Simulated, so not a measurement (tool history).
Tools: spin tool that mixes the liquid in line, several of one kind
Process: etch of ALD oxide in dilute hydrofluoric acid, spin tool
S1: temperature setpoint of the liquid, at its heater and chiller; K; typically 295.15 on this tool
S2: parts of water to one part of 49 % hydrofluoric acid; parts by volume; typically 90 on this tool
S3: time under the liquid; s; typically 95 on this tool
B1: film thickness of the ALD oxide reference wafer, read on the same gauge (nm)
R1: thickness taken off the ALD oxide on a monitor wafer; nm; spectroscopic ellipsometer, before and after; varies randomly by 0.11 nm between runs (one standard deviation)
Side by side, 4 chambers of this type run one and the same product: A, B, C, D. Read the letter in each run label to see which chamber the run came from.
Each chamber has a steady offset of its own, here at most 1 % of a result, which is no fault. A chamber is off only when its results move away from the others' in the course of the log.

run 1C day=0.358 | S1=295.15 S2=90 S3=95 | B1=60.008 | R1=22.72
-- day=0.546 chamber C: hydrofluoric acid flow meter replaced
run 2B day=0.671 | S1=295.15 S2=90 S3=95 | B1=59.981 | R1=22.643
run 3D day=1.004 | S1=295.15 S2=90 S3=95 | B1=60.01 | R1=22.704
run 4A day=1.329 | S1=295.15 S2=90 S3=95 | B1=60.002 | R1=22.841
run 5B day=1.746 | S1=295.15 S2=90 S3=95 | B1=60.004 | R1=22.556
run 6A day=2.167 | S1=295.15 S2=90 S3=95 | B1=59.987 | R1=22.777
run 7C day=2.458 | S1=295.15 S2=90 S3=95 | B1=60.003 | R1=23.159
run 8D day=2.812 | S1=295.15 S2=90 S3=95 | B1=60 | R1=22.539
run 9B day=3.104 | S1=295.15 S2=90 S3=95 | B1=60.006 | R1=22.659
run 10A day=3.612 | S1=291.65 S2=90 S3=95 | B1=59.99 | R1=19.582
run 11D day=4.012 | S1=291.65 S2=90 S3=95 | B1=60.005 | R1=19.458
run 12C day=4.496 | S1=291.65 S2=90 S3=95 | B1=60.023 | R1=20.009
run 13B day=4.979 | S1=291.65 S2=90 S3=95 | B1=59.993 | R1=19.691
run 14C day=5.246 | S1=295.15 S2=90 S3=95 | B1=59.976 | R1=23.186
run 15D day=5.808 | S1=295.15 S2=90 S3=95 | B1=60.01 | R1=22.551
run 16A day=6.35 | S1=295.15 S2=90 S3=95 | B1=59.999 | R1=22.688
run 17A day=6.717 | S1=295.15 S2=90 S3=95 | B1=60.001 | R1=22.708
run 18D day=7.079 | S1=295.15 S2=90 S3=95 | B1=59.998 | R1=22.566
run 19B day=7.392 | S1=295.15 S2=90 S3=95 | B1=59.995 | R1=22.765
run 20C day=7.888 | S1=295.15 S2=65 S3=140 | B1=59.997 | R1=49.288
run 21C day=8.467 | S1=295.15 S2=65 S3=140 | B1=60.002 | R1=49.559
run 22D day=8.908 | S1=295.15 S2=65 S3=140 | B1=60.012 | R1=47.587
run 23B day=9.158 | S1=295.15 S2=65 S3=140 | B1=59.996 | R1=47.849
run 24A day=9.658 | S1=295.15 S2=90 S3=95 | B1=60.012 | R1=22.887
run 25D day=10.062 | S1=293.15 S2=90 S3=95 | B1=60.004 | R1=20.885
run 26C day=10.475 | S1=293.15 S2=90 S3=95 | B1=59.998 | R1=22.048
run 27A day=10.883 | S1=293.15 S2=90 S3=95 | B1=59.999 | R1=20.963
run 28B day=11.35 | S1=293.15 S2=90 S3=95 | B1=60.025 | R1=20.842
run 29B day=11.817 | S1=290.65 S2=90 S3=120 | B1=60.028 | R1=23.724
run 30A day=12.262 | S1=290.65 S2=90 S3=120 | B1=60.001 | R1=23.901
run 31D day=12.604 | S1=290.65 S2=90 S3=120 | B1=60.001 | R1=23.813
run 32C day=13.025 | S1=290.65 S2=90 S3=120 | B1=60.007 | R1=25.346

All 4 chambers run these settings next. Forecast each chamber's results:
run 33A day=13.438 | S1=295.15 S2=50 S3=95 | R1=?
run 33B day=13.438 | S1=295.15 S2=50 S3=95 | R1=?
run 33C day=13.438 | S1=295.15 S2=50 S3=95 | R1=?
run 33D day=13.438 | S1=295.15 S2=50 S3=95 | R1=?

run=33A R1=43.47
run=33B R1=42.85
run=33C R1=44.92
run=33D R1=43.117
